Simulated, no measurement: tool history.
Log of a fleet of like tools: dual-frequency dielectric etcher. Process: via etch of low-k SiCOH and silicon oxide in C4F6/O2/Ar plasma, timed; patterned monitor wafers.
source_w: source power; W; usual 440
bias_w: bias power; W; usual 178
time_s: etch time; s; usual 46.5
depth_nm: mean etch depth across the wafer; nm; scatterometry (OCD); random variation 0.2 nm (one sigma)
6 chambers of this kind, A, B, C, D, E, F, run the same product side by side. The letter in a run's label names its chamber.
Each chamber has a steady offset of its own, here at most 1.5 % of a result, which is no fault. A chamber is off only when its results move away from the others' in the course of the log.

run   hour  source_w  bias_w  time_s  hours since the last wet clean  hours since the last source power generator calibration  hours since the last bias power generator calibration  read-back reference wafer on the same gauge, depth_nm  depth_nm
 1D    5.0       440     178    46.5                           356.0                                                   2306.9                                                 1290.8                                                 128.98   125.950
 2F   10.8       440     178    46.5                           115.5                                                   1345.3                                                 2067.2                                                 129.01   125.490
      13.9  -- chamber C: wet clean of the chamber
 3A   14.2       440     178    46.5                           344.8                                                   1323.8                                                  203.4                                                 128.99   126.330
 4E   21.0       440     178    46.5                           631.7                                                   1557.6                                                 1715.5                                                 128.93   124.610
 5B   28.0       440     178    46.5                           103.7                                                   2520.8                                                  988.4                                                 128.87   125.080
 6C   34.2       440     178    46.5                            20.4                                                   3173.2                                                 3398.1                                                 128.89   126.790
 7C   39.3       440     178    46.5                            25.5                                                   3178.3                                                 3403.2                                                 128.84   126.910
 8E   44.1       440     178    46.5                           654.8                                                   1580.7                                                 1738.6                                                 128.88   124.120
 9F   50.9       440     178    46.5                           155.6                                                   1385.4                                                 2107.3                                                 128.78   125.620
10A   56.7       480     178    34.5                           387.3                                                   1366.3                                                  245.9                                                 128.81    96.587
11B   62.6       480     178    34.5                           138.3                                                   2555.4                                                 1023.0                                                 128.77    95.957
      65.3  -- chamber D: wet clean of the chamber
12D   69.3       480     178    34.5                             4.0                                                   2371.2                                                 1355.1                                                 128.70    96.693
13A   74.4       480     178    34.5                           405.0                                                   1384.0                                                  263.6                                                 128.69    96.676
14F   79.9       480     178    34.5                           184.6                                                   1414.4                                                 2136.3                                                 128.76    96.196
      82.8  -- chamber E: wet clean of the chamber
15B   86.1       480     178    34.5                           161.8                                                   2578.9                                                 1046.5                                                 128.71    95.805
16E   93.4       440     178    46.5                            10.6                                                   1630.0                                                 1787.9                                                 128.71   124.070
      94.0  -- chamber A: wet clean of the chamber
17D   99.4       440     178    46.5                            34.1                                                   2401.3                                                 1385.2                                                 128.68   126.010
18C  102.8       440     178    46.5                            89.0                                                   3241.8                                                 3466.7                                                 128.63   126.630
     103.1  -- chamber C: source power generator calibrated
19D  109.2       440     178    46.5                            43.9                                                   2411.1                                                 1395.0                                                 128.63   126.040
20A  114.2       440     178    46.5                            20.3                                                   1423.8                                                  303.4                                                 128.55   125.550
21C  119.0       440     178    46.5                           105.2                                                     16.0                                                 3482.9                                                 128.58   126.170
22E  123.5       440     178    46.5                            40.7                                                   1660.1                                                 1818.0                                                 128.56   124.000
23F  127.7       440     178    46.5                           232.4                                                   1462.2                                                 2184.1                                                 128.55   125.140
24B  133.7       440     178    46.5                           209.4                                                   2626.5                                                 1094.1                                                 128.51   124.590
25D  138.3       440     178    46.5                            73.0                                                   2440.2                                                 1424.1                                                 128.53   125.400
26C  145.0       440     178    46.5                           131.2                                                     42.0                                                 3508.9                                                 128.50   126.370
27A  149.3       510     178    46.5                            55.4                                                   1458.9                                                  338.5                                                 128.49   133.310
28B  153.4       510     178    46.5                           229.1                                                   2646.2                                                 1113.8                                                 128.43   132.250
29E  157.9       510     178    46.5                            75.1                                                   1694.5                                                 1852.4                                                 128.50   131.250
30F  164.3       510     178    46.5                           269.0                                                   1498.8                                                 2220.7                                                 128.42   132.100
31F  171.2       510     178    46.5                           275.9                                                   1505.7                                                 2227.6                                                 128.41   132.530
32A  176.3       510     178    46.5                            82.4                                                   1485.9                                                  365.5                                                 128.38   133.320
33D  183.5       440     178    46.5                           118.2                                                   2485.4                                                 1469.3                                                 128.39   125.600
34E  190.5       440     178    46.5                           107.7                                                   1727.1                                                 1885.0                                                 128.36   123.630
35B  196.6       440     203    55.0                           272.3                                                   2689.4                                                 1157.0                                                 128.30   153.900
36C  202.5       440     203    55.0                           188.7                                                     99.5                                                 3566.4                                                 128.31   155.470
37C  208.2       440     203    55.0                           194.4                                                    105.2                                                 3572.1                                                 128.28   155.600
38A  215.3       440     203    55.0                           121.4                                                   1524.9                                                  404.5                                                 128.25   154.270
39F  218.8       440     203    55.0                           323.5                                                   1553.3                                                 2275.2                                                 128.28   153.830
40E  222.6       440     203    55.0                           139.8                                                   1759.2                                                 1917.1                                                 128.19   152.820
41B  227.6       440     178    46.5                           303.3                                                   2720.4                                                 1188.0                                                 128.23   124.580
42D  231.7       440     178    46.5                           166.4                                                   2533.6                                                 1517.5                                                 128.19   125.350
43D  237.2       440     178    46.5                           171.9                                                   2539.1                                                 1523.0                                                 128.12   125.300
44F  241.9       440     178    46.5                           346.6                                                   1576.4                                                 2298.3                                                 128.10   124.770

All 6 chambers run these settings next. Forecast each chamber's results:
45A  247.3       440     178    46.5                                                                                                                                                                                                                ?
45B  247.3       440     178    46.5                                                                                                                                                                                                                ?
45C  247.3       440     178    46.5                                                                                                                                                                                                                ?
45D  247.3       440     178    46.5                                                                                                                                                                                                                ?
45E  247.3       440     178    46.5                                                                                                                                                                                                                ?
45F  247.3       440     178    46.5                                                                                                                                                                                                                ?

run  depth_nm
45A   125.350
45B   124.460
45C   125.940
45D   125.570
45E   123.560
45F   124.710

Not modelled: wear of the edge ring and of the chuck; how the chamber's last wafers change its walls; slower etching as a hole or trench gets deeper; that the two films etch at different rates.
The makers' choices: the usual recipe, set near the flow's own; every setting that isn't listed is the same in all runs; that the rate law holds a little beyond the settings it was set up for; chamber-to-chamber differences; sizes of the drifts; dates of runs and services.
